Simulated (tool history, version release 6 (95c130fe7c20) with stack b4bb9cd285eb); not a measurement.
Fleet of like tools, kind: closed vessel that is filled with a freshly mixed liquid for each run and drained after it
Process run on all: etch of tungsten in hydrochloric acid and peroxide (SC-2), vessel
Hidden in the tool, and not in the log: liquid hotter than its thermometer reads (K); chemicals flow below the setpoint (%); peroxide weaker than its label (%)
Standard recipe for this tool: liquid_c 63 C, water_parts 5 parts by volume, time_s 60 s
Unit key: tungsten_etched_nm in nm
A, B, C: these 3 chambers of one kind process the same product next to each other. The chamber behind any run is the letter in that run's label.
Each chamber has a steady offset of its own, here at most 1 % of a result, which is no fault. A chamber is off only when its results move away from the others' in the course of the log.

run,day,liquid_c,water_parts,time_s,hours since the thermometer was replaced,hours since the chemicals flow meter was replaced,hours since the drum of peroxide was connected,"read-back film thickness of the tungsten reference wafer, read on the same gauge (nm)",tungsten_etched_nm
# day 0.354: chamber C: chemicals flow meter replaced
1A,0.492,63,5,60,326,1222.2,668.4,140.04,44.959
2C,0.979,63,5,60,1341.1,15.1,1000.4,140.01,44.986
3B,1.45,63,5,60,826.4,1989.3,963.4,139.99,45.816
4B,1.962,63,5,60,838.7,2001.6,975.7,140,46.298
5C,2.346,63,5,60,1373.9,47.9,1033.2,140,45.144
6A,2.812,63,5,60,381.7,1277.9,724.1,140.01,45.067
7A,3.079,63,5,60,388.1,1284.3,730.5,139.98,45.274
8C,3.625,63,5,60,1404.6,78.6,1063.9,139.99,45.335
9B,4.021,63,5,60,888.1,2051,1025.1,139.98,45.701
10C,4.567,63,5,60,1427.2,101.2,1086.5,139.97,44.825
11B,4.971,63,5,60,910.9,2073.8,1047.9,140,45.485
12A,5.262,63,5,60,440.5,1336.7,782.9,140.03,45.017
13C,5.629,63,5,60,1452.7,126.7,1112,140.01,45.113
# day 5.9: chamber B: chemicals flow meter replaced
14B,6.171,63,5,60,939.7,6.6,1076.7,139.98,45.665
15A,6.533,63,5,60,471,1367.2,813.4,139.99,45.047
16B,6.9,63,5,60,957.2,24.1,1094.2,139.97,46.044
# day 7.329: chamber C: thermometer replaced
17A,7.425,63,5,60,492.4,1388.6,834.8,139.98,44.789
18C,7.738,71,6,60,9.8,177.3,1162.6,140.01,63.344
19B,8.104,71,6,60,986.1,53,1123.1,140.01,65.975
20C,8.65,71,6,60,31.7,199.2,1184.5,140.02,63.761
21A,9.117,63,7,60,533,1429.2,875.4,139.99,35.082

Next, all 3 chambers run the settings below, one line each with question marks for the results. What does each chamber give?
22A,9.538,63,6.5,60,,,,,?
22B,9.538,63,6.5,60,,,,,?
22C,9.538,63,6.5,60,,,,,?

run,tungsten_etched_nm
22A,36.972
22B,37.73
22C,36.906
